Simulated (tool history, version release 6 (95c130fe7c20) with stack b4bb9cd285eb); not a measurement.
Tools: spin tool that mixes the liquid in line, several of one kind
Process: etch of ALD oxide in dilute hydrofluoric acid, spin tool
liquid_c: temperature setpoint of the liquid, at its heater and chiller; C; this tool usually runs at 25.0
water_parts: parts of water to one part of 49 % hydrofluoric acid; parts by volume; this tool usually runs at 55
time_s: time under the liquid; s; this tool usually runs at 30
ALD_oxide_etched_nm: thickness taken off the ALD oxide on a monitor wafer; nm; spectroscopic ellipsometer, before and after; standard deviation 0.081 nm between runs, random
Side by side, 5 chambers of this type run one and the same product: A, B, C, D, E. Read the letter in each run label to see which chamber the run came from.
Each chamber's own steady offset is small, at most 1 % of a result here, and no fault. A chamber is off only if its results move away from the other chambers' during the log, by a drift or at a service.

run,hour,liquid_c,water_parts,time_s,hours since the thermometer was replaced,hours since the hydrofluoric acid flow meter was replaced,"read-back film thickness of the ALD oxide reference wafer, read on the same gauge (nm)",ALD_oxide_etched_nm
1E,10.6,25.0,55,30,203.2,892.2,120.02,10.764
2B,20.6,25.0,55,30,1714.6,1463.6,119.98,11.048
3D,31.8,25.0,55,30,1589.5,1845.3,120.00,10.968
4A,40.3,25.0,55,30,712.0,1510.6,120.05,10.943
# hour 44.3: chamber B: hydrofluoric acid flow meter replaced
5C,51.5,25.0,55,30,2238.5,229.8,120.00,10.816
6D,62.0,25.0,55,30,1619.7,1875.5,119.96,10.799
7A,71.5,27.5,55,30,743.2,1541.8,120.02,12.046
8B,82.3,27.5,55,30,1776.3,38.0,119.97,12.138
9E,90.3,27.5,55,30,282.9,971.9,119.98,11.920
10C,101.0,27.5,55,30,2288.0,279.3,120.02,11.793
11C,112.2,27.5,55,30,2299.2,290.5,120.03,12.175
12D,120.1,25.0,55,30,1677.8,1933.6,120.01,10.889
13B,129.8,25.0,55,30,1823.8,85.5,120.03,10.887
14E,135.3,25.0,55,30,327.9,1016.9,120.02,10.831
15A,145.5,25.0,55,30,817.2,1615.8,120.02,10.650
16C,155.5,25.0,55,30,2342.5,333.8,120.02,10.914
# hour 158.2: chamber A: hydrofluoric acid flow meter replaced
17A,160.8,25.0,25,15,832.5,2.7,119.98,12.226
18D,166.6,25.0,25,15,1724.3,1980.1,120.00,12.630
19B,172.9,25.0,25,15,1866.9,128.6,120.02,12.440
20E,183.4,25.0,25,15,376.0,1065.0,120.00,12.348
# hour 184.2: chamber E: hydrofluoric acid flow meter replaced
21C,190.3,25.0,25,15,2377.3,368.6,120.01,12.664
22D,195.3,25.0,55,50,1753.0,2008.8,119.99,17.981
23B,203.9,25.0,55,50,1897.9,159.6,119.96,18.460
24E,214.6,25.0,55,50,407.2,30.5,120.03,17.875
# hour 215.4: chamber C: hydrofluoric acid flow meter replaced
25A,224.0,25.0,55,50,895.7,65.9,120.03,17.447
26D,233.2,25.0,55,50,1790.9,2046.7,119.99,17.934
27E,244.1,25.0,55,30,436.7,60.0,120.00,10.779
28B,254.2,25.0,55,30,1948.2,209.9,120.01,10.810
29C,260.8,25.0,55,30,2447.8,45.5,120.03,10.816
30A,265.9,25.0,55,30,937.6,107.8,119.96,10.331
31E,276.6,25.0,55,30,469.2,92.5,120.00,10.614
32A,285.0,25.0,55,30,956.7,126.9,119.99,10.262
33D,294.5,25.0,55,30,1852.2,2108.0,120.01,10.894

Has any chamber moved away from the others, gradually or after a service, or does the common gauge drift, or do the chambers differ only by their own small steady offsets? State the chamber and the most likely cause if one applies.

It is chamber A that slowly wanders off from its peers.
Likeliest cause: liquid colder than its thermometer reads (K) = 1.62.

Which of the 4 candidates below, each the usual settings with something changed and its results left as question marks, puts chamber A back in line with what the other chambers give on the usual settings?
Counts as in line when no further than this from what the other chambers average on the usual settings: ALD_oxide_etched_nm 0.2800 nm
34A-1,302.6,25.5,55,30,,,,?
34A-2,302.6,23.5,55,30,,,,?
34A-3,302.6,24.5,55,30,,,,?
34A-4,302.6,26.5,55,30,,,,?

Mean of the other chambers on the usual settings: ALD_oxide_etched_nm 10.8610 nm
run,ALD_oxide_etched_nm
34A-1,10.3680
34A-2,9.5329
34A-3,9.9413
34A-4,10.8050
34A-4 is the one that brings the chamber's results back in line with the other chambers.
